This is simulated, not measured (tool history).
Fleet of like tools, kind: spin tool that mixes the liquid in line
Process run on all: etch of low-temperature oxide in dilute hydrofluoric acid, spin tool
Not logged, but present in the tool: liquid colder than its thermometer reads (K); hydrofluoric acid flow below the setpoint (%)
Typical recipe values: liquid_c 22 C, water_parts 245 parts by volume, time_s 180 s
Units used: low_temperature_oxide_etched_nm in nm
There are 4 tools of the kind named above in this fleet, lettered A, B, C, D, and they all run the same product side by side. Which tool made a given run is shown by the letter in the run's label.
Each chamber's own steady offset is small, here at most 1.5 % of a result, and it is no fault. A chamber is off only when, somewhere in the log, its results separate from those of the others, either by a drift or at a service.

run,day,liquid_c,water_parts,time_s,hours since the thermometer was replaced,hours since the hydrofluoric acid flow meter was replaced,"read-back film thickness of the low-temperature oxide reference wafer, read on the same gauge (nm)",low_temperature_oxide_etched_nm
1A,0.200,22,245,180,274.4,231.9,59.995,6.2193
2B,0.467,22,245,180,1834.1,405.0,60.005,6.2348
3D,0.646,22,245,180,658.5,847.1,59.999,6.1425
4C,0.783,22,245,180,796.8,897.1,60.013,6.0771
5B,1.021,22,245,180,1847.4,418.3,59.996,6.2538
6D,1.192,19,180,180,671.6,860.2,59.998,7.8727
7C,1.317,19,180,180,809.6,909.9,59.987,8.0270
# day 1.412: chamber C: hydrofluoric acid flow meter replaced
8A,1.550,19,180,180,306.8,264.3,60.004,8.0144
# day 1.662: chamber D: hydrofluoric acid flow meter replaced
9B,1.746,19,180,180,1864.8,435.7,60.004,8.1179
10A,1.946,22,245,180,316.3,273.8,59.993,6.1335
11D,2.192,22,245,180,695.6,12.8,60.013,6.0423
12C,2.354,22,245,180,834.5,22.7,60.013,6.0938
13C,2.496,22,245,180,837.9,26.1,60.003,6.2614
14A,2.692,22,245,180,334.2,291.7,59.985,5.9723
15D,2.817,22,245,180,710.6,27.8,60.029,6.0682
16B,3.054,22,245,180,1896.2,467.1,60.011,6.1915
17B,3.283,22,245,180,1901.7,472.6,59.984,6.2664
18C,3.425,22,245,180,860.2,48.4,59.982,6.1055
19A,3.592,22,245,180,355.8,313.3,60.007,5.8013
# day 3.704: chamber B: thermometer replaced
20D,3.742,22,245,180,732.8,50.0,59.993,6.0513
21A,3.888,22,245,180,362.9,320.4,59.992,5.7906
22D,4.075,22,245,180,740.8,58.0,59.999,6.0452
23C,4.262,22,245,180,880.3,68.5,60.020,6.1675
24B,4.479,22,245,180,18.7,501.3,60.000,6.2462

One chamber off, gauge drift, or nothing amiss beyond the chambers' own small offsets? If it is a chamber, which one, and what is the likeliest cause?

One chamber, A, drifts off from the rest bit by bit.
Likeliest cause: liquid colder than its thermometer reads (K) = 2.52.
The log may not separate it from: hydrofluoric acid flow below the setpoint (%).

Which of the 4 candidates below, each the usual settings with something changed and its results left as question marks, puts chamber A back in line with what the other chambers give on the usual settings?
In-line tolerance around the mean of the other chambers on the usual settings: low_temperature_oxide_etched_nm 0.1500 nm
25A-1,4.679,22,245,165,,,,?
25A-2,4.679,22,250,175,,,,?
25A-3,4.679,22,245,195,,,,?
25A-4,4.679,22,245,190,,,,?

On the usual settings, the other chambers give on average: low_temperature_oxide_etched_nm 6.1755 nm
run,low_temperature_oxide_etched_nm
25A-1,5.2015
25A-2,5.3818
25A-3,6.1473
25A-4,5.9896
25A-3 puts the chamber back in line with the other chambers.
